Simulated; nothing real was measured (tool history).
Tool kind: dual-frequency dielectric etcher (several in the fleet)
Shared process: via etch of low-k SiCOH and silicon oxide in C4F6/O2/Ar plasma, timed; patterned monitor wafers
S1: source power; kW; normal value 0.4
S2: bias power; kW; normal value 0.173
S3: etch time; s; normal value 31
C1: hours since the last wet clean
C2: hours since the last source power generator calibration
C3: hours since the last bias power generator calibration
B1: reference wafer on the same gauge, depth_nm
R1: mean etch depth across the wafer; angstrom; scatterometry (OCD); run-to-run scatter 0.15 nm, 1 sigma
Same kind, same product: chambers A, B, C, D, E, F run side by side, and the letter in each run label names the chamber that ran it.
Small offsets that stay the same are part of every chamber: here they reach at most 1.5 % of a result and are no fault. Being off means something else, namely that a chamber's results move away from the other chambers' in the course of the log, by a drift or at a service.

run	hour	S1	S2	S3	C1	C2	C3	B1	R1
1B	8.4	0.4	0.173	31	131.9	194.3	124.2	78.75	723.75
2C	16.7	0.4	0.173	31	37	999.6	806	78.72	726.79
3E	24.8	0.4	0.173	31	148.3	1070.1	2849.5	78.722	728.72
4A	33.2	0.4	0.173	31	203.7	784	2536.9	78.712	714.86
5F	44.6	0.4	0.156	31	119.3	1833.5	1506.9	78.674	710.18
6D	55.5	0.4	0.156	31	249.2	2050.2	2385.6	78.727	703.24
7B	67.2	0.4	0.156	31	190.7	253.1	183	78.694	703.56
8E	77.6	0.4	0.156	31	201.1	1122.9	2902.3	78.675	704.39
9A	87.6	0.4	0.156	31	258.1	838.4	2591.3	78.738	693.31
10F	97.1	0.4	0.156	31	171.8	1886	1559.4	78.689	708.36
11D	104.9	0.4	0.173	31	298.6	2099.6	2435	78.732	724.78
12C	113.7	0.4	0.173	31	134	1096.6	903	78.675	728.95
13C	122.5	0.4	0.173	31	142.8	1105.4	911.8	78.686	727.94
14F	133.3	0.4	0.173	31	208	1922.2	1595.6	78.7	728.87
15E	142.9	0.44	0.173	26.5	266.4	1188.2	2967.6	78.743	645.3
16D	154	0.44	0.173	26.5	347.7	2148.7	2484.1	78.672	644.46
17B	162.4	0.44	0.173	26.5	285.9	348.3	278.2	78.718	643.36
18A	171.5	0.44	0.173	26.5	342	922.3	2675.2	78.726	633.73
# hour 179.2: chamber A: wet clean of the chamber
19F	183.2	0.44	0.173	26.5	257.9	1972.1	1645.5	78.703	647
20D	192.9	0.44	0.173	26.5	386.6	2187.6	2523	78.714	642.1
21B	201.6	0.4	0.173	31	325.1	387.5	317.4	78.697	723.3
22C	213.9	0.4	0.205	31	234.2	1196.8	1003.2	78.725	766.66
23E	221	0.4	0.205	31	344.5	1266.3	3045.7	78.669	769.42
24A	229.7	0.4	0.205	31	50.6	980.5	2733.4	78.694	755.29
# hour 238.5: chamber F: wet clean of the chamber
25E	240.4	0.4	0.205	31	363.9	1285.7	3065.1	78.709	770.72
26F	249.9	0.4	0.205	31	11.4	2038.8	1712.2	78.678	791.19
27D	255.6	0.4	0.205	31	449.3	2250.3	2585.7	78.687	765.55
28A	261.7	0.4	0.173	31	82.6	1012.5	2765.4	78.692	714.73
29C	267.6	0.4	0.173	31	287.9	1250.5	1056.9	78.674	726.95
30B	277.8	0.4	0.173	31	401.3	463.7	393.6	78.706	720.99
# hour 279.5: chamber A: bias power generator calibrated
31A	284.7	0.4	0.173	31	105.6	1035.5	5.3	78.685	714.83
32E	290.2	0.4	0.173	31	413.7	1335.5	3114.9	78.71	727.16
33C	296.3	0.4	0.173	31	316.6	1279.2	1085.6	78.71	727.96
34B	306.9	0.4	0.173	31	430.4	492.8	422.7	78.675	724.86
35F	318.9	0.49	0.173	31	80.4	2107.8	1781.2	78.708	810
36D	328.3	0.49	0.173	31	522	2323	2658.4	78.659	786.95
37A	335.9	0.49	0.173	31	156.8	1086.7	56.5	78.723	772.9
38E	347.3	0.49	0.173	31	470.8	1392.6	3172	78.701	784.07
# hour 350.3: chamber D: wet clean of the chamber
39C	358.7	0.49	0.173	31	379	1341.6	1148	78.687	785.83
40D	369	0.49	0.173	31	18.7	2363.7	2699.1	78.706	785.72
41F	381	0.4	0.173	31	142.5	2169.9	1843.3	78.684	750.66

Is one chamber out of step, is the gauge drifting, or do the chambers differ by no more than their own small offsets? For an off chamber, give its letter and the likeliest cause.

The work done on chamber F during a service left it standing apart from the others.
Likeliest cause: etch rate over this chamber's usual, % = 2.82.

Chamber F could run next with any of the 4 candidate recipes listed below; each alters the usual settings, and their results appear as question marks. Which one brings its results back in line with what the other chambers deliver on the usual settings?
Allowed miss from the other chambers' usual-settings mean, per result, to count as in line: R1 5.8 angstrom
42F-1	390.1	0.4	0.173	30					?
42F-2	390.1	0.4	0.171	29.5					?
42F-3	390.1	0.4	0.192	31					?
42F-4	390.1	0.4	0.175	32.5					?

The other chambers' mean on the usual settings: R1 724.23 angstrom
run	R1
42F-1	726.59
42F-2	711.9
42F-3	775.96
42F-4	789.98
The right change is 42F-1: it brings the chamber back within the allowed miss of the others.
